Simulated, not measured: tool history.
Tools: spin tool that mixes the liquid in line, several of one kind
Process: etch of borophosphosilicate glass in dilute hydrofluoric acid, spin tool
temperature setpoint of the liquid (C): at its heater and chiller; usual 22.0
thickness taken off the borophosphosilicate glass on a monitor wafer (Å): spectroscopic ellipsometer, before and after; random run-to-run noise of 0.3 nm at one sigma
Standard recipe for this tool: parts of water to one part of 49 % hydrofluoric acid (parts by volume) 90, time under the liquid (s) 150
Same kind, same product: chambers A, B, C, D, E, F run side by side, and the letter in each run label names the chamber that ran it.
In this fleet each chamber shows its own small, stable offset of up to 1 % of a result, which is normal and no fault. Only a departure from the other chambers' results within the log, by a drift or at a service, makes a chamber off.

run,day,temperature setpoint of the liquid (C),parts of water to one part of 49 % hydrofluoric acid (parts by volume),time under the liquid (s),"read-back film thickness of the borophosphosilicate glass reference wafer, read on the same gauge (nm)",thickness taken off the borophosphosilicate glass on a monitor wafer (Å)
1E,0.333,22.0,90,150,29.981,437.67
2A,0.758,22.0,90,150,30.011,440.58
3B,0.996,22.0,90,150,30.000,440.25
4D,1.279,22.0,90,150,29.966,442.21
5F,1.550,22.0,90,150,30.022,436.21
6C,1.904,22.0,90,100,30.027,294.15
7C,2.167,22.0,90,100,29.981,293.43
8B,2.567,22.0,90,100,30.032,294.67
9A,2.825,22.0,90,100,30.016,291.02
10F,3.304,22.0,90,100,30.002,292.14
11D,3.604,22.0,90,100,29.943,292.15
12E,4.112,22.0,90,150,29.959,441.01
13C,4.525,22.0,90,150,30.015,434.20
14F,4.883,22.0,90,150,30.008,441.12
15A,5.429,22.0,90,150,29.961,440.81
16B,5.904,22.0,90,150,30.049,439.48
17E,6.183,22.0,90,190,29.997,553.81
18D,6.562,22.0,90,190,30.010,542.73
19F,6.958,22.0,90,190,29.968,552.79
20D,7.346,22.0,90,190,29.973,542.62
21C,7.883,22.0,90,190,29.992,550.91
22E,8.250,22.0,90,190,30.000,560.88
23A,8.492,22.0,90,150,29.986,438.63
24B,8.883,26.5,90,65,29.996,233.27
25D,9.325,26.5,90,65,29.979,219.44
# day 9.350: chamber A: hydrofluoric acid flow meter replaced
26C,9.579,26.5,90,65,29.964,229.79
27E,10.021,26.5,90,65,29.964,228.85
# day 10.033: chamber F: hydrofluoric acid flow meter replaced
# day 10.283: chamber C: hydrofluoric acid flow meter replaced
28F,10.454,26.5,90,65,29.969,226.40
29A,10.996,26.5,90,65,29.969,228.15
30B,11.358,19.0,110,150,30.029,310.46
31E,11.792,19.0,110,150,29.955,312.72
32F,12.175,19.0,110,150,30.012,309.79
33C,12.667,19.0,110,150,29.971,309.34
34D,13.021,19.0,110,150,30.040,293.95
35B,13.321,19.0,110,150,29.972,311.35
36A,13.579,22.0,90,150,29.992,437.07
37E,14.021,22.0,90,150,30.030,444.38
38D,14.275,22.0,90,150,29.981,406.14
39C,14.779,22.0,90,150,30.026,438.26
40B,15.100,22.0,90,150,29.972,439.46

Next, all 6 chambers run the settings below, one line each with question marks for the results. What does each chamber give?
41A,15.488,19.5,90,150,,?
41B,15.488,19.5,90,150,,?
41C,15.488,19.5,90,150,,?
41D,15.488,19.5,90,150,,?
41E,15.488,19.5,90,150,,?
41F,15.488,19.5,90,150,,?

run,thickness taken off the borophosphosilicate glass on a monitor wafer (Å)
41A,399.90
41B,399.07
41C,394.55
41D,366.27
41E,398.77
41F,397.25
